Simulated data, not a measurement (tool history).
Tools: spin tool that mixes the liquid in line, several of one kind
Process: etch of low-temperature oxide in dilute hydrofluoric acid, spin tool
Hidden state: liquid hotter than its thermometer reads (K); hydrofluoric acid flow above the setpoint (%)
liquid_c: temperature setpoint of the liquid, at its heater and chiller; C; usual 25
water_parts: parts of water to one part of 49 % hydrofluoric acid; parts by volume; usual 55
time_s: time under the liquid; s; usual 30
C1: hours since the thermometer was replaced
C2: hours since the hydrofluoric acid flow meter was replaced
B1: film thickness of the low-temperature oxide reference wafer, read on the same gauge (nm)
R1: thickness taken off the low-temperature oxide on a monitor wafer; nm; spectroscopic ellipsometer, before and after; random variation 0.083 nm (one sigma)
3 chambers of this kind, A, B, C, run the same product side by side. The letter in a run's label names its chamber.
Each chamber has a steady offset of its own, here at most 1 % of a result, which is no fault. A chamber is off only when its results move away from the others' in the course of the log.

run 1C day=0.196 | liquid_c=25 water_parts=55 time_s=30 | C1=1704.7 C2=108.0 | B1=49.987 | R1=11.1400
run 2A day=0.442 | liquid_c=25 water_parts=55 time_s=30 | C1=594.5 C2=151.5 | B1=49.992 | R1=10.8520
-- day=0.658 chamber B: hydrofluoric acid flow meter replaced
run 3B day=0.696 | liquid_c=25 water_parts=55 time_s=30 | C1=80.3 C2=1.0 | B1=50.011 | R1=10.9560
-- day=0.742 chamber A: thermometer replaced
run 4C day=0.900 | liquid_c=25 water_parts=55 time_s=30 | C1=1721.6 C2=124.9 | B1=50.008 | R1=11.0520
run 5B day=1.258 | liquid_c=25 water_parts=55 time_s=30 | C1=93.8 C2=14.5 | B1=50.006 | R1=11.1510
run 6A day=1.525 | liquid_c=25 water_parts=55 time_s=30 | C1=18.8 C2=177.5 | B1=50.018 | R1=11.0280
run 7A day=1.700 | liquid_c=25 water_parts=55 time_s=30 | C1=23.0 C2=181.7 | B1=50.007 | R1=11.0030
run 8B day=1.967 | liquid_c=25 water_parts=55 time_s=30 | C1=110.8 C2=31.5 | B1=50.005 | R1=11.1080
run 9C day=2.254 | liquid_c=25 water_parts=55 time_s=30 | C1=1754.1 C2=157.4 | B1=49.995 | R1=11.3310
run 10A day=2.504 | liquid_c=25 water_parts=55 time_s=30 | C1=42.3 C2=201.0 | B1=50.017 | R1=11.0320
run 11B day=2.779 | liquid_c=25 water_parts=55 time_s=30 | C1=130.3 C2=51.0 | B1=50.008 | R1=11.2110
run 12C day=3.096 | liquid_c=23 water_parts=55 time_s=30 | C1=1774.3 C2=177.6 | B1=50.017 | R1=10.6070
run 13B day=3.362 | liquid_c=23 water_parts=55 time_s=30 | C1=144.3 C2=65.0 | B1=49.989 | R1=10.3300
run 14C day=3.633 | liquid_c=23 water_parts=55 time_s=30 | C1=1787.2 C2=190.5 | B1=49.999 | R1=10.5060
run 15A day=3.888 | liquid_c=23 water_parts=35 time_s=30 | C1=75.5 C2=234.2 | B1=50.015 | R1=16.6210
run 16B day=4.196 | liquid_c=23 water_parts=35 time_s=30 | C1=164.3 C2=85.0 | B1=50.019 | R1=16.6570
run 17A day=4.429 | liquid_c=23 water_parts=35 time_s=30 | C1=88.5 C2=247.2 | B1=49.981 | R1=16.5750
run 18C day=4.617 | liquid_c=25 water_parts=55 time_s=30 | C1=1810.8 C2=214.1 | B1=49.989 | R1=11.6470
run 19C day=4.883 | liquid_c=25 water_parts=55 time_s=30 | C1=1817.2 C2=220.5 | B1=49.996 | R1=11.7770
run 20B day=5.100 | liquid_c=25 water_parts=55 time_s=30 | C1=186.0 C2=106.7 | B1=50.004 | R1=10.9540
run 21A day=5.446 | liquid_c=25 water_parts=30 time_s=30 | C1=112.9 C2=271.6 | B1=50.001 | R1=21.0350
run 22C day=5.783 | liquid_c=25 water_parts=30 time_s=30 | C1=1838.8 C2=242.1 | B1=50.014 | R1=22.8640
run 23A day=6.000 | liquid_c=25 water_parts=30 time_s=30 | C1=126.2 C2=284.9 | B1=50.013 | R1=21.1270
run 24B day=6.250 | liquid_c=25 water_parts=55 time_s=30 | C1=213.6 C2=134.3 | B1=49.987 | R1=11.0700
run 25C day=6.529 | liquid_c=25 water_parts=55 time_s=30 | C1=1856.7 C2=260.0 | B1=50.014 | R1=11.7540

All 3 chambers run these settings next. Forecast each chamber's results:
run 26A day=6.800 | liquid_c=25 water_parts=65 time_s=30 | R1=?
run 26B day=6.800 | liquid_c=25 water_parts=65 time_s=30 | R1=?
run 26C day=6.800 | liquid_c=25 water_parts=65 time_s=30 | R1=?

run=26A R1=9.2530
run=26B R1=9.2942
run=26C R1=9.8929
